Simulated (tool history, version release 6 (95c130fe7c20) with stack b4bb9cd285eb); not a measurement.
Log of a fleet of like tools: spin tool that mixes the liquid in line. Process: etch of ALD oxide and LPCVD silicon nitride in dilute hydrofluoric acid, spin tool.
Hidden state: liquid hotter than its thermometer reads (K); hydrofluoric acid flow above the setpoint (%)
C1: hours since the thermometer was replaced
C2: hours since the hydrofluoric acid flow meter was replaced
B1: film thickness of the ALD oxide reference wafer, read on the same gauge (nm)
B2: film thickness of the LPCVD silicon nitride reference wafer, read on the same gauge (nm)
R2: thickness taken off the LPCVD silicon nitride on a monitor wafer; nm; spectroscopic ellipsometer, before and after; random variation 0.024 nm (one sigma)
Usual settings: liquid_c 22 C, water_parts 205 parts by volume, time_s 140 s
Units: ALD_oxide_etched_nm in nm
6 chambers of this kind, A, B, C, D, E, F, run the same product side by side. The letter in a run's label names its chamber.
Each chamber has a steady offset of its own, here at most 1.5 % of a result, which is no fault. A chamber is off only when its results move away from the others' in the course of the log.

Run 1A, hour 9.4: usual settings; C1 1431; C2 140; B1 50.001; B2 69.989. Result: ALD_oxide_etched_nm 5.5106 nm, R2 0.30845 nm.
Run 2C, hour 23.1: usual settings; C1 874.9; C2 230.1; B1 50.01; B2 70.005. Result: ALD_oxide_etched_nm 5.4773 nm, R2 0.32814 nm.
Run 3E, hour 32.5: usual settings; C1 582.8; C2 1244.8; B1 49.987; B2 69.995. Result: ALD_oxide_etched_nm 5.5294 nm, R2 0.37304 nm.
Run 4F, hour 39.6: usual settings; C1 784.5; C2 284.5; B1 50.032; B2 70.02. Result: ALD_oxide_etched_nm 5.5951 nm, R2 0.37293 nm.
Run 5D, hour 48.2: usual settings; C1 516.9; C2 433.3; B1 49.999; B2 69.995. Result: ALD_oxide_etched_nm 5.5486 nm, R2 0.33146 nm.
Run 6B, hour 63.2: usual settings but water_parts 235 parts by volume; C1 2403.2; C2 1762.6; B1 49.978; B2 69.991. Result: ALD_oxide_etched_nm 4.6559 nm, R2 0.28149 nm.
Run 7F, hour 75.2: usual settings but water_parts 235 parts by volume; C1 820.1; C2 320.1; B1 50.028; B2 70.006. Result: ALD_oxide_etched_nm 4.7016 nm, R2 0.32034 nm.
Run 8D, hour 90.8: usual settings but water_parts 235 parts by volume; C1 559.5; C2 475.9; B1 50.003; B2 69.997. Result: ALD_oxide_etched_nm 4.744 nm, R2 0.30939 nm.
Run 9E, hour 98.1: usual settings but water_parts 235 parts by volume; C1 648.4; C2 1310.4; B1 50.016; B2 69.989. Result: ALD_oxide_etched_nm 4.6584 nm, R2 0.29347 nm.
Run 10C, hour 105: usual settings but water_parts 235 parts by volume; C1 956.8; C2 312; B1 50.007; B2 70.004. Result: ALD_oxide_etched_nm 4.6898 nm, R2 0.3038 nm.
At hour 108.6: chamber B: thermometer replaced.
Run 11B, hour 118.1: usual settings but water_parts 235 parts by volume; C1 9.6; C2 1817.5; B1 49.996; B2 70.007. Result: ALD_oxide_etched_nm 4.6191 nm, R2 0.29864 nm.
Run 12A, hour 133.7: usual settings; C1 1555.3; C2 264.3; B1 50.013; B2 70.009. Result: ALD_oxide_etched_nm 5.5011 nm, R2 0.34994 nm.
Run 13D, hour 147.6: usual settings; C1 616.3; C2 532.7; B1 50.039; B2 70.01. Result: ALD_oxide_etched_nm 5.6363 nm, R2 0.39682 nm.
Run 14C, hour 161.2: usual settings; C1 1013; C2 368.2; B1 49.995; B2 69.992. Result: ALD_oxide_etched_nm 5.5553 nm, R2 0.3255 nm.
Run 15F, hour 176.4: usual settings; C1 921.3; C2 421.3; B1 50; B2 69.994. Result: ALD_oxide_etched_nm 5.5814 nm, R2 0.3672 nm.
Run 16E, hour 187.7: usual settings; C1 738; C2 1400; B1 49.981; B2 69.999. Result: ALD_oxide_etched_nm 5.5109 nm, R2 0.34619 nm.
Run 17A, hour 196.1: usual settings; C1 1617.7; C2 326.7; B1 50; B2 69.994. Result: ALD_oxide_etched_nm 5.501 nm, R2 0.34956 nm.
Run 18B, hour 207.2: usual settings; C1 98.7; C2 1906.6; B1 50.003; B2 70.006. Result: ALD_oxide_etched_nm 5.4686 nm, R2 0.34851 nm.
Run 19E, hour 214.3: usual settings; C1 764.6; C2 1426.6; B1 50.012; B2 70.001. Result: ALD_oxide_etched_nm 5.4872 nm, R2 0.33811 nm.
At hour 221.1: chamber A: hydrofluoric acid flow meter replaced.
Run 20C, hour 228.4: usual settings; C1 1080.2; C2 435.4; B1 49.993; B2 70.007. Result: ALD_oxide_etched_nm 5.5024 nm, R2 0.35658 nm.
Run 21D, hour 244.2: usual settings; C1 712.9; C2 629.3; B1 50.007; B2 70.013. Result: ALD_oxide_etched_nm 5.7504 nm, R2 0.34717 nm.
Run 22F, hour 251.3: usual settings; C1 996.2; C2 496.2; B1 50.003; B2 70.017. Result: ALD_oxide_etched_nm 5.5798 nm, R2 0.38965 nm.
Run 23B, hour 261.1: usual settings; C1 152.6; C2 1960.5; B1 50.038; B2 69.989. Result: ALD_oxide_etched_nm 5.4375 nm, R2 0.31815 nm.
Run 24A, hour 275.3: usual settings; C1 1696.9; C2 54.3; B1 50.011; B2 69.988. Result: ALD_oxide_etched_nm 5.5434 nm, R2 0.38392 nm.
Run 25F, hour 284.1: usual settings; C1 1029; C2 529; B1 50.012; B2 69.993. Result: ALD_oxide_etched_nm 5.5123 nm, R2 0.38316 nm.
Run 26A, hour 293.6: usual settings but water_parts 110 parts by volume, time_s 190 s; C1 1715.2; C2 72.6; B1 50.004; B2 69.998. Result: ALD_oxide_etched_nm 15.543 nm, R2 0.80501 nm.
At hour 301.4: chamber E: thermometer replaced.
Run 27D, hour 307.5: usual settings but water_parts 110 parts by volume, time_s 190 s; C1 776.2; C2 692.6; B1 49.979; B2 70.008. Result: ALD_oxide_etched_nm 16.062 nm, R2 0.95511 nm.
Run 28B, hour 316.6: usual settings but water_parts 110 parts by volume, time_s 190 s; C1 208.1; C2 2016; B1 50.016; B2 69.983. Result: ALD_oxide_etched_nm 15.171 nm, R2 0.89737 nm.
Run 29E, hour 327.4: usual settings but water_parts 110 parts by volume, time_s 190 s; C1 26.1; C2 1539.7; B1 49.984; B2 70.017. Result: ALD_oxide_etched_nm 15.56 nm, R2 0.81859 nm.
Run 30C, hour 334.7: usual settings but water_parts 110 parts by volume, time_s 190 s; C1 1186.5; C2 541.7; B1 50; B2 70.007. Result: ALD_oxide_etched_nm 15.605 nm, R2 0.90799 nm.
Run 31F, hour 342.2: usual settings but water_parts 110 parts by volume, time_s 190 s; C1 1087.1; C2 587.1; B1 49.98; B2 69.985. Result: ALD_oxide_etched_nm 15.43 nm, R2 0.81159 nm.
Run 32D, hour 354.9: usual settings but liquid_c 18 C; C1 823.6; C2 740; B1 50.019; B2 69.997. Result: ALD_oxide_etched_nm 5.0169 nm, R2 0.27572 nm.
Run 33C, hour 370.1: usual settings but liquid_c 18 C; C1 1221.9; C2 577.1; B1 50.017; B2 70.005. Result: ALD_oxide_etched_nm 4.7041 nm, R2 0.28936 nm.
At hour 371.3: chamber B: hydrofluoric acid flow meter replaced.
Run 34A, hour 380.7: usual settings but liquid_c 18 C; C1 1802.3; C2 159.7; B1 49.985; B2 69.993. Result: ALD_oxide_etched_nm 4.7047 nm, R2 0.2347 nm.
Run 35E, hour 393.7: usual settings but liquid_c 18 C; C1 92.4; C2 1606; B1 49.981; B2 69.998. Result: ALD_oxide_etched_nm 4.6928 nm, R2 0.28317 nm.
Run 36B, hour 407.1: usual settings but liquid_c 18 C; C1 298.6; C2 35.9; B1 50.005; B2 70.017. Result: ALD_oxide_etched_nm 4.7326 nm, R2 0.24847 nm.
Run 37D, hour 414: usual settings but liquid_c 18 C; C1 882.7; C2 799.1; B1 50.006; B2 70.017. Result: ALD_oxide_etched_nm 5.0871 nm, R2 0.29779 nm.
Run 38B, hour 428.5: usual settings; C1 320; C2 57.3; B1 50.001; B2 70.011. Result: ALD_oxide_etched_nm 5.4984 nm, R2 0.3594 nm.

All 6 chambers run these settings next. Forecast each chamber's results:
Run 39A, hour 440: usual settings but time_s 110 s. Result: ALD_oxide_etched_nm ?, R2 ?.
Run 39B, hour 440: usual settings but time_s 110 s. Result: ALD_oxide_etched_nm ?, R2 ?.
Run 39C, hour 440: usual settings but time_s 110 s. Result: ALD_oxide_etched_nm ?, R2 ?.
Run 39D, hour 440: usual settings but time_s 110 s. Result: ALD_oxide_etched_nm ?, R2 ?.
Run 39E, hour 440: usual settings but time_s 110 s. Result: ALD_oxide_etched_nm ?, R2 ?.
Run 39F, hour 440: usual settings but time_s 110 s. Result: ALD_oxide_etched_nm ?, R2 ?.

run  ALD_oxide_etched_nm       R2
39A               4.3512  0.23516
39B                4.361  0.24932
39C                4.314  0.31913
39D               4.7104  0.27762
39E               4.3486  0.27141
39F               4.2998  0.26069

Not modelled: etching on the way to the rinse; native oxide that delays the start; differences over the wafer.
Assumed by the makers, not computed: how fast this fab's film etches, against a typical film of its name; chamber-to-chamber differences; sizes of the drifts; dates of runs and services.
